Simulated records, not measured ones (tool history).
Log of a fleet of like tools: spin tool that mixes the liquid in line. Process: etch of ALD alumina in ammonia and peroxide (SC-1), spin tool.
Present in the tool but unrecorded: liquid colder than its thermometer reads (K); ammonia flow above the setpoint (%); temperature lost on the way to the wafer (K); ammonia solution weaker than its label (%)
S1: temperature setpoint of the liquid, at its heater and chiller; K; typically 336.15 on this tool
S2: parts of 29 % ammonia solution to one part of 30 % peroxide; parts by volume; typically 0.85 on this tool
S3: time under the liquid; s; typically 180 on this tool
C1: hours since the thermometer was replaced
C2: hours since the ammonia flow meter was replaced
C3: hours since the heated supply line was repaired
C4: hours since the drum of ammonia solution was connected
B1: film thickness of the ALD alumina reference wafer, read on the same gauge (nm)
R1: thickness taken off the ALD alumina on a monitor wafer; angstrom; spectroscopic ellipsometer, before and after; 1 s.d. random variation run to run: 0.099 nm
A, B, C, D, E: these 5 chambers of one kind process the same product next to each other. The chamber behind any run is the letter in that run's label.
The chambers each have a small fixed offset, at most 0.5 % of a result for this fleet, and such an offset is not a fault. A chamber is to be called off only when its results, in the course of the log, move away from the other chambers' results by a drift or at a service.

run   hour      S1    S2   S3      C1      C2      C3     C4      B1      R1
 1C    6.3  336.15  0.85  180   212.9    1162  1834.5  132.1  139.97  138.15
 2B     10  336.15  0.85  180  1116.3     852   440.6    580     140  136.02
 3A   13.3  336.15  0.85  180    30.9   236.7    1674  127.4     140  138.19
 4E   19.1  336.15  0.85  180  2191.9     261   546.7  470.3  140.01  138.47
 5D     25  336.15  0.85  180  2156.5     105  1633.3    371  139.99  137.88
 6E   29.4  336.15  1.15  225  2202.2   271.3     557  480.6     140  178.07
 7B   34.1  336.15  1.15  225  1140.4   876.1   464.7  604.1     140  176.74
 8C   38.8  336.15  1.15  225   245.4  1194.5    1867  164.6  139.98  177.08
 9D   42.2  336.15  1.15  225  2173.7   122.2  1650.5  388.2  140.02  175.05
10A   46.4  336.15  1.15  225      64   269.8  1707.1  160.5  140.01  177.79
11C   50.7  336.15  0.85  180   257.3  1206.4  1878.9  176.5  140.01  138.54
12E   54.8  336.15  0.85  180  2227.6   296.7   582.4    506  139.98  137.96
      56.8  -- chamber E: new drum of ammonia solution connected
13A   57.9  336.15  0.85  180    75.5   281.3  1718.6    172  139.97  138.56
14D   62.7  336.15  0.85  180  2194.2   142.7    1671  408.7  140.01  137.08
15B   69.2  336.15  0.85  180  1175.5   911.2   499.8  639.2  140.01  137.58
16D   75.3  336.15  0.85  180  2206.8   155.3  1683.6  421.3  140.01  137.66
17A   78.5  336.15  0.85  180    96.1   301.9  1739.2  192.6  140.01  137.35
18B   83.5  336.15  0.85  180  1189.8   925.5   514.1  653.5  139.99  137.31
      89.8  -- chamber C: new drum of ammonia solution connected
19E   90.1  336.15  0.85  180  2262.9     332   617.7   33.3     140  137.44
20C   93.4  336.15  0.85  180     300  1249.1  1921.6    3.7     140  137.62
21D   98.9  332.65  0.85  110  2230.4   178.9  1707.2  444.9     140  70.399
22B  102.7  332.65  0.85  110    1209   944.7   533.3  672.7     140  70.111
23E  108.7  332.65  0.85  110  2281.5   350.6   636.3   51.9     140  71.258
24A  112.5  332.65  0.85  110   130.1   335.9  1773.2  226.6     140  69.187
25C  117.5  332.65  0.85  110   324.1  1273.2  1945.7   27.8  139.99  70.247
26B  120.9  336.15  0.85  180  1227.2   962.9   551.5  690.9  139.98  138.07
27E  125.8  336.15  0.85  180  2298.6   367.7   653.4     69  140.02  138.86
28C  131.4  336.15  0.85  180     338  1287.1  1959.6   41.7  140.01  137.14
29D  137.5  336.15     1  180    2269   217.5  1745.8  483.5  139.99  138.27
30A  143.5  336.15     1  180   161.1   366.9  1804.2  257.6     140  132.88
31C  148.1  336.15     1  180   354.7  1303.8  1976.3   58.4     140  140.86
       150  -- chamber A: new drum of ammonia solution connected
32B  153.1  336.15     1  180  1259.4   995.1   583.7  723.1     140  138.68
33E  156.4  336.15     1  180  2329.2   398.3     684   99.6  139.98  140.76
34A  160.2  336.15  0.85  180   177.8   383.6  1820.9   10.3     140  127.12
35D  164.1  336.15  0.85  180  2295.6   244.1  1772.4  510.1  139.99  137.49
36A  170.6  336.15  0.85  180   188.2     394  1831.3   20.7  140.02  128.24
37B  173.7  336.15  0.85  180    1280  1015.7   604.3  743.7  139.99  136.97

What goes on in this fleet: one chamber off, a drifting gauge, or nothing beyond the chambers' own small offsets? Name the chamber and the cause, if any.

Chamber A drifts away from the others.
Cause: temperature lost on the way to the wafer (K) = 1.8.
Not necessarily distinguishable in this log from: liquid colder than its thermometer reads (K).

Below are 4 candidate recipes for chamber A's next run, each the usual settings with a change, their results shown as question marks. Which of them brings A's results back in line with what the other chambers give on the usual settings?
In line here means within this much of the mean the other chambers give on the usual settings: R1 3.5 angstrom
38A-1  178.5  335.65  0.85  170                       ?
38A-2  178.5  337.65  0.85  200                       ?
38A-3  178.5  336.15  0.85  150                       ?
38A-4  178.5  336.65  0.85  190                       ?

Usual-settings mean across the other chambers: R1 137.81 angstrom
  run      R1
38A-1  116.28
38A-2  151.18
38A-3   105.2
38A-4  136.61
38A-4 puts the chamber back in line with the other chambers.
